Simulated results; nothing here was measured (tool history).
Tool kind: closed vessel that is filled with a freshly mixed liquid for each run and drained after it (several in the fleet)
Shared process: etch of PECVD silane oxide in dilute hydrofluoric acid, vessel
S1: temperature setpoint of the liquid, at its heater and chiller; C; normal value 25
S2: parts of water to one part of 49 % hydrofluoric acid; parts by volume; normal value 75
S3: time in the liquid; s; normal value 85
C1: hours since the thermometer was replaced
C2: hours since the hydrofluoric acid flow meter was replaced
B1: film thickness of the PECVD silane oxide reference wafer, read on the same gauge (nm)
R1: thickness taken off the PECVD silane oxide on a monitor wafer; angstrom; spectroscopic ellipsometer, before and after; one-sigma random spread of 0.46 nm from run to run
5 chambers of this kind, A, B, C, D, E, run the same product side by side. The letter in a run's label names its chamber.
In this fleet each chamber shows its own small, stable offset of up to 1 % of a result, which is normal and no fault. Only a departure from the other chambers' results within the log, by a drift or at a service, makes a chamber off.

Run 1A, hour 7.7: usual settings; C1 1413.6; C2 437.6; B1 70.008. Result: R1 459.66 angstrom.
Run 2D, hour 18.9: usual settings; C1 752.9; C2 177.7; B1 70.008. Result: R1 454.17 angstrom.
Run 3B, hour 29.8: usual settings; C1 1568.0; C2 173.7; B1 70.005. Result: R1 458.14 angstrom.
Run 4E, hour 38.3: usual settings; C1 957.8; C2 373.4; B1 70.000. Result: R1 464.86 angstrom.
Run 5C, hour 47.4: usual settings but S3 130 s; C1 566.4; C2 1047.3; B1 69.998. Result: R1 710.40 angstrom.
Run 6A, hour 55.2: usual settings but S3 130 s; C1 1461.1; C2 485.1; B1 69.986. Result: R1 717.96 angstrom.
Run 7D, hour 64.9: usual settings but S3 130 s; C1 798.9; C2 223.7; B1 70.004. Result: R1 705.41 angstrom.
Run 8C, hour 72.4: usual settings but S3 130 s; C1 591.4; C2 1072.3; B1 70.004. Result: R1 702.41 angstrom.
Run 9E, hour 83.2: usual settings but S3 130 s; C1 1002.7; C2 418.3; B1 70.005. Result: R1 712.18 angstrom.
Run 10B, hour 93.9: usual settings but S1 30 C, S3 65 s; C1 1632.1; C2 237.8; B1 69.994. Result: R1 423.49 angstrom.
Run 11C, hour 102.1: usual settings but S1 30 C, S3 65 s; C1 621.1; C2 1102.0; B1 69.985. Result: R1 426.91 angstrom.
Run 12A, hour 111.2: usual settings but S1 30 C, S3 65 s; C1 1517.1; C2 541.1; B1 70.014. Result: R1 432.28 angstrom.
Run 13E, hour 119.3: usual settings but S1 30 C, S3 65 s; C1 1038.8; C2 454.4; B1 69.994. Result: R1 431.73 angstrom.
Run 14B, hour 129.6: usual settings but S1 30 C, S3 65 s; C1 1667.8; C2 273.5; B1 69.988. Result: R1 430.22 angstrom.
Run 15D, hour 137.6: usual settings; C1 871.6; C2 296.4; B1 70.002. Result: R1 461.69 angstrom.
Run 16E, hour 147.6: usual settings; C1 1067.1; C2 482.7; B1 70.007. Result: R1 466.07 angstrom.
Run 17D, hour 158.7: usual settings; C1 892.7; C2 317.5; B1 70.007. Result: R1 459.39 angstrom.
Run 18A, hour 168.9: usual settings; C1 1574.8; C2 598.8; B1 69.992. Result: R1 459.55 angstrom.
Run 19B, hour 178.9: usual settings but S2 110 parts by volume, S3 60 s; C1 1717.1; C2 322.8; B1 69.981. Result: R1 202.97 angstrom.
Run 20C, hour 186.7: usual settings but S2 110 parts by volume, S3 60 s; C1 705.7; C2 1186.6; B1 69.981. Result: R1 212.31 angstrom.
Run 21D, hour 196.0: usual settings but S2 110 parts by volume, S3 60 s; C1 930.0; C2 354.8; B1 70.009. Result: R1 210.02 angstrom.
Run 22C, hour 203.6: usual settings but S2 110 parts by volume, S3 60 s; C1 722.6; C2 1203.5; B1 70.002. Result: R1 213.66 angstrom.
Run 23B, hour 211.8: usual settings but S2 110 parts by volume, S3 60 s; C1 1750.0; C2 355.7; B1 70.002. Result: R1 197.60 angstrom.
Run 24E, hour 220.3: usual settings; C1 1139.8; C2 555.4; B1 69.996. Result: R1 466.88 angstrom.
Run 25A, hour 229.2: usual settings; C1 1635.1; C2 659.1; B1 69.994. Result: R1 466.77 angstrom.
Run 26B, hour 241.0: usual settings; C1 1779.2; C2 384.9; B1 69.991. Result: R1 426.83 angstrom.
Run 27C, hour 248.5: usual settings; C1 767.5; C2 1248.4; B1 70.005. Result: R1 461.04 angstrom.
Run 28E, hour 255.2: usual settings; C1 1174.7; C2 590.3; B1 70.000. Result: R1 462.99 angstrom.
Run 29A, hour 263.4: usual settings; C1 1669.3; C2 693.3; B1 69.979. Result: R1 467.23 angstrom.
Run 30D, hour 272.0: usual settings; C1 1006.0; C2 430.8; B1 69.988. Result: R1 461.45 angstrom.
Run 31C, hour 282.4: usual settings but S1 21 C, S2 60 parts by volume; C1 801.4; C2 1282.3; B1 69.991. Result: R1 499.20 angstrom.
Run 32D, hour 294.1: usual settings but S1 21 C, S2 60 parts by volume; C1 1028.1; C2 452.9; B1 69.994. Result: R1 501.59 angstrom.
Run 33B, hour 302.4: usual settings but S1 21 C, S2 60 parts by volume; C1 1840.6; C2 446.3; B1 70.010. Result: R1 444.49 angstrom.

Has any chamber moved away from the others, gradually or after a service, or does the common gauge drift, or do the chambers differ only by their own small steady offsets? State the chamber and the most likely cause if one applies.

Little by little, chamber B moves away from the other chambers.
Likeliest cause: hydrofluoric acid flow below the setpoint (%) = 10.1.
With only this log, it may be confused with: liquid colder than its thermometer reads (K).

Which of the 4 candidates below, each the usual settings with something changed and its results left as question marks, puts chamber B back in line with what the other chambers give on the usual settings?
Counts as in line when no further than this from what the other chambers average on the usual settings: R1 16.00 angstrom
Run 34B-1, hour 310.8: usual settings but S1 22.0 C. Result: R1 ?.
Run 34B-2, hour 310.8: usual settings but S1 25.5 C, S3 105 s. Result: R1 ?.
Run 34B-3, hour 310.8: usual settings but S1 28.0 C. Result: R1 ?.
Run 34B-4, hour 310.8: usual settings but S1 19.0 C. Result: R1 ?.

The mean the other chambers reach with the usual settings: R1 462.27 angstrom
  run      R1
34B-1  362.70
34B-2  515.56
34B-3  460.31
34B-4  320.51
34B-3 puts the chamber back in line with the other chambers.
